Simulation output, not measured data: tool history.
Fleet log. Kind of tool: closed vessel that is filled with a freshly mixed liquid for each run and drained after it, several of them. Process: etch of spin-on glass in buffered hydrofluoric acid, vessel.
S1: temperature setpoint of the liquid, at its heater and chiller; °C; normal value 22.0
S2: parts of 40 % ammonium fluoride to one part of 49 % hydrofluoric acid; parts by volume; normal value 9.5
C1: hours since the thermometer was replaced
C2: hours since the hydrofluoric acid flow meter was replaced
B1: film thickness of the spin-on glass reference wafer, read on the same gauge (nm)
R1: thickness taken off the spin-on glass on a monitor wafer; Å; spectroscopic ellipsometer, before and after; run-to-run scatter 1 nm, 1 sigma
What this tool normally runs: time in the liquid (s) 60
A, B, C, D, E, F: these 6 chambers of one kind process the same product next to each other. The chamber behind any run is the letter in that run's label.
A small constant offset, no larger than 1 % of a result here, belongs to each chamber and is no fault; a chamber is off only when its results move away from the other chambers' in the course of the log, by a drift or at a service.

run 1E day=0.308 | S1=22.0 S2=9.5 time_in_the_liquid_(s)=60 | C1=2084.8 C2=1702.0 | B1=99.972 | R1=1638.7
run 2A day=0.550 | S1=22.0 S2=9.5 time_in_the_liquid_(s)=60 | C1=1144.5 C2=23.1 | B1=100.010 | R1=1622.7
run 3F day=0.896 | S1=22.0 S2=9.5 time_in_the_liquid_(s)=60 | C1=1073.4 C2=770.6 | B1=99.988 | R1=1630.2
run 4C day=1.108 | S1=22.0 S2=9.5 time_in_the_liquid_(s)=60 | C1=520.3 C2=1632.9 | B1=100.000 | R1=1624.4
run 5B day=1.554 | S1=22.0 S2=9.5 time_in_the_liquid_(s)=60 | C1=590.3 C2=1770.7 | B1=99.964 | R1=1612.0
run 6D day=1.862 | S1=22.0 S2=5.5 time_in_the_liquid_(s)=45 | C1=644.2 C2=1401.3 | B1=100.030 | R1=2052.3
run 7B day=2.067 | S1=22.0 S2=5.5 time_in_the_liquid_(s)=45 | C1=602.6 C2=1783.0 | B1=100.010 | R1=2024.5
run 8E day=2.346 | S1=22.0 S2=5.5 time_in_the_liquid_(s)=45 | C1=2133.7 C2=1750.9 | B1=100.000 | R1=2034.2
run 9F day=2.554 | S1=22.0 S2=5.5 time_in_the_liquid_(s)=45 | C1=1113.2 C2=810.4 | B1=100.010 | R1=2015.7
run 10A day=2.788 | S1=22.0 S2=5.5 time_in_the_liquid_(s)=45 | C1=1198.2 C2=76.8 | B1=100.000 | R1=2067.8
run 11C day=3.138 | S1=22.0 S2=5.5 time_in_the_liquid_(s)=45 | C1=569.0 C2=1681.6 | B1=100.030 | R1=2075.1
run 12D day=3.550 | S1=22.0 S2=9.5 time_in_the_liquid_(s)=60 | C1=684.7 C2=1441.8 | B1=100.010 | R1=1602.6
run 13A day=3.767 | S1=22.0 S2=9.5 time_in_the_liquid_(s)=60 | C1=1221.7 C2=100.3 | B1=99.989 | R1=1623.5
run 14C day=4.221 | S1=22.0 S2=9.5 time_in_the_liquid_(s)=60 | C1=595.0 C2=1707.6 | B1=99.991 | R1=1652.2
run 15E day=4.638 | S1=22.0 S2=9.5 time_in_the_liquid_(s)=60 | C1=2188.7 C2=1805.9 | B1=100.010 | R1=1626.9
run 16D day=4.967 | S1=22.0 S2=9.5 time_in_the_liquid_(s)=60 | C1=718.7 C2=1475.8 | B1=100.020 | R1=1638.9
run 17F day=5.208 | S1=22.0 S2=9.5 time_in_the_liquid_(s)=60 | C1=1176.9 C2=874.1 | B1=100.010 | R1=1613.6
run 18B day=5.492 | S1=22.0 S2=9.5 time_in_the_liquid_(s)=60 | C1=684.8 C2=1865.2 | B1=99.990 | R1=1641.0
run 19F day=5.896 | S1=22.0 S2=9.5 time_in_the_liquid_(s)=60 | C1=1193.4 C2=890.6 | B1=99.972 | R1=1614.8
run 20D day=6.262 | S1=22.0 S2=9.5 time_in_the_liquid_(s)=60 | C1=749.8 C2=1506.9 | B1=99.994 | R1=1607.0
run 21C day=6.575 | S1=22.0 S2=9.5 time_in_the_liquid_(s)=60 | C1=651.5 C2=1764.1 | B1=99.995 | R1=1684.8
run 22A day=7.008 | S1=22.0 S2=9.5 time_in_the_liquid_(s)=60 | C1=1299.5 C2=178.1 | B1=100.030 | R1=1637.8
run 23E day=7.271 | S1=22.0 S2=9.5 time_in_the_liquid_(s)=60 | C1=2251.9 C2=1869.1 | B1=99.985 | R1=1639.6
run 24B day=7.579 | S1=22.0 S2=9.5 time_in_the_liquid_(s)=60 | C1=734.9 C2=1915.3 | B1=99.996 | R1=1625.7
run 25A day=7.888 | S1=22.0 S2=9.5 time_in_the_liquid_(s)=60 | C1=1320.6 C2=199.2 | B1=99.992 | R1=1628.7
run 26E day=8.283 | S1=22.0 S2=9.5 time_in_the_liquid_(s)=60 | C1=2276.2 C2=1893.4 | B1=99.998 | R1=1645.9
run 27F day=8.504 | S1=22.0 S2=6.5 time_in_the_liquid_(s)=80 | C1=1256.0 C2=953.2 | B1=100.010 | R1=3095.4
run 28D day=8.879 | S1=22.0 S2=6.5 time_in_the_liquid_(s)=80 | C1=812.6 C2=1569.7 | B1=99.977 | R1=3150.1
run 29B day=9.171 | S1=22.0 S2=6.5 time_in_the_liquid_(s)=80 | C1=773.1 C2=1953.5 | B1=100.010 | R1=3098.5
run 30C day=9.579 | S1=22.0 S2=6.5 time_in_the_liquid_(s)=80 | C1=723.6 C2=1836.2 | B1=99.985 | R1=3356.2
run 31C day=9.992 | S1=22.0 S2=6.5 time_in_the_liquid_(s)=80 | C1=733.5 C2=1846.1 | B1=99.996 | R1=3352.0
run 32D day=10.262 | S1=22.0 S2=6.5 time_in_the_liquid_(s)=80 | C1=845.8 C2=1602.9 | B1=99.988 | R1=3143.4
run 33A day=10.525 | S1=22.0 S2=9.5 time_in_the_liquid_(s)=60 | C1=1383.9 C2=262.5 | B1=99.990 | R1=1622.1
run 34E day=10.925 | S1=18.0 S2=6.5 time_in_the_liquid_(s)=60 | C1=2339.6 C2=1956.8 | B1=100.010 | R1=1899.2
run 35B day=11.217 | S1=18.0 S2=6.5 time_in_the_liquid_(s)=60 | C1=822.2 C2=2002.6 | B1=100.000 | R1=1875.0
run 36F day=11.575 | S1=18.0 S2=6.5 time_in_the_liquid_(s)=60 | C1=1329.7 C2=1026.9 | B1=100.030 | R1=1866.7
run 37B day=12.008 | S1=18.0 S2=6.5 time_in_the_liquid_(s)=60 | C1=841.2 C2=2021.6 | B1=100.040 | R1=1878.9
run 38C day=12.229 | S1=18.0 S2=6.5 time_in_the_liquid_(s)=60 | C1=787.2 C2=1899.8 | B1=99.978 | R1=2042.4

Predict what each chamber gives when all 6 of them run the settings below next.
run 39A day=12.571 | S1=24.5 S2=9.5 time_in_the_liquid_(s)=60 | R1=?
run 39B day=12.571 | S1=24.5 S2=9.5 time_in_the_liquid_(s)=60 | R1=?
run 39C day=12.571 | S1=24.5 S2=9.5 time_in_the_liquid_(s)=60 | R1=?
run 39D day=12.571 | S1=24.5 S2=9.5 time_in_the_liquid_(s)=60 | R1=?
run 39E day=12.571 | S1=24.5 S2=9.5 time_in_the_liquid_(s)=60 | R1=?
run 39F day=12.571 | S1=24.5 S2=9.5 time_in_the_liquid_(s)=60 | R1=?

run=39A R1=1886.0
run=39B R1=1838.3
run=39C R1=1994.4
run=39D R1=1864.2
run=39E R1=1881.1
run=39F R1=1850.4

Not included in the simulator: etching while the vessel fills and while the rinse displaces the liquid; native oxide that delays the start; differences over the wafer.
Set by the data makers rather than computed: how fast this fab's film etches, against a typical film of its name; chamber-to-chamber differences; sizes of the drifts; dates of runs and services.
